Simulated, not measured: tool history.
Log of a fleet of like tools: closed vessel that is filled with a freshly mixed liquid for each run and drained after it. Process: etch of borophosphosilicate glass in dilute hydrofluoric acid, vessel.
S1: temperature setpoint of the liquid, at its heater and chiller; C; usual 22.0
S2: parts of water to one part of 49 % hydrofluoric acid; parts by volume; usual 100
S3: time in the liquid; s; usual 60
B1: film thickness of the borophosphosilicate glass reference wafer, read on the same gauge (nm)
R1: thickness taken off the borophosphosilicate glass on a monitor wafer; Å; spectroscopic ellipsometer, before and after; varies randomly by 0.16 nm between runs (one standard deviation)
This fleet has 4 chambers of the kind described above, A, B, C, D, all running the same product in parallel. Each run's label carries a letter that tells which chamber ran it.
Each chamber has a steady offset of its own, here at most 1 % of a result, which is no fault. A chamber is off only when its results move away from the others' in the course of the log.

run   hour    S1   S2  S3      B1      R1
 1B   12.5  22.0  100  60  150.00  380.74
 2C   22.1  22.0  100  60  149.98  383.14
 3D   31.9  22.0  100  60  150.02  378.80
      38.4  -- chamber D: thermometer replaced
 4A   40.8  22.0  100  60  150.01  388.19
 5C   48.8  22.0  135  45  150.00  202.41
 6D   63.1  22.0  135  45  149.98  201.15
 7B   72.8  22.0  135  45  149.98  202.09
      84.5  -- chamber B: thermometer replaced
 8A   86.2  22.0  135  45  149.98  206.54
 9A   99.6  22.0  100  60  149.97  384.99
10D  113.7  22.0  100  60  149.99  382.60
11C  129.7  22.0  100  60  150.02  382.00
12B  137.9  22.0  100  60  150.02  381.42
13C  150.9  22.0  100  60  150.00  381.65
14A  162.9  22.0  100  60  149.96  385.92
15D  174.3  22.0  100  60  150.03  380.21
16B  182.3  22.0  100  60  149.98  381.12
17D  189.4  22.0  100  60  149.96  378.87
18B  197.3  22.0  100  60  149.98  377.69
19C  205.8  22.0  100  60  149.99  381.19
20A  221.3  22.0   75  85  150.00  738.12
21C  230.4  22.0   75  85  150.01  734.45
22B  240.7  22.0   75  85  150.02  735.73
23D  256.3  22.0   75  85  149.94  748.78
24A  265.0  22.0  100  60  150.01  385.67
25A  275.7  19.5  100  60  149.98  348.22
26C  286.5  19.5  100  60  149.99  342.71
     291.0  -- chamber A: hydrofluoric acid flow meter replaced
27B  300.2  19.5  100  60  149.94  340.26
28D  314.0  19.5  100  60  150.05  343.11
29A  329.5  22.0  100  60  149.97  384.34
30B  338.2  26.0  100  60  149.96  436.36
     342.7  -- chamber D: hydrofluoric acid flow meter replaced
31C  351.0  26.0  100  60  150.04  447.23
32D  366.2  26.0  100  60  149.96  446.09
33B  380.4  26.0  100  60  149.98  431.34
34C  396.2  25.0  100  60  150.01  431.23
35D  410.7  25.0  100  60  149.99  428.48
36A  425.4  25.0  100  60  150.01  430.40
37C  434.3  25.0  100  60  149.97  428.87
38A  444.3  22.0  100  60  150.02  388.19
39D  459.1  22.0  100  60  150.03  385.37
40B  471.7  22.0  100  60  150.04  363.07

Does one chamber stand apart from the rest, does the shared gauge drift, or is all well apart from small per-chamber offsets? Give the chamber and the most likely cause, where there is one.

Little by little, chamber B moves away from the other chambers.
Most likely cause: hydrofluoric acid flow below the setpoint (%) = 4.47.
The log may not separate it from: liquid colder than its thermometer reads (K).

Which of the 4 candidates below, each the usual settings with something changed and its results left as question marks, puts chamber B back in line with what the other chambers give on the usual settings?
Maximum distance from the other chambers' mean on the usual settings for a result to count as in line: R1 5.70 Å
41B-1  483.4  22.5  100  60       ?
41B-2  483.4  22.0  105  60       ?
41B-3  483.4  22.0   95  60       ?
41B-4  483.4  21.5  100  60       ?

What the other chambers average on the usual settings: R1 382.39 Å
  run      R1
41B-1  369.85
41B-2  343.21
41B-3  383.86
41B-4  355.27
The right change is 41B-3: it brings the chamber back within the allowed miss of the others.
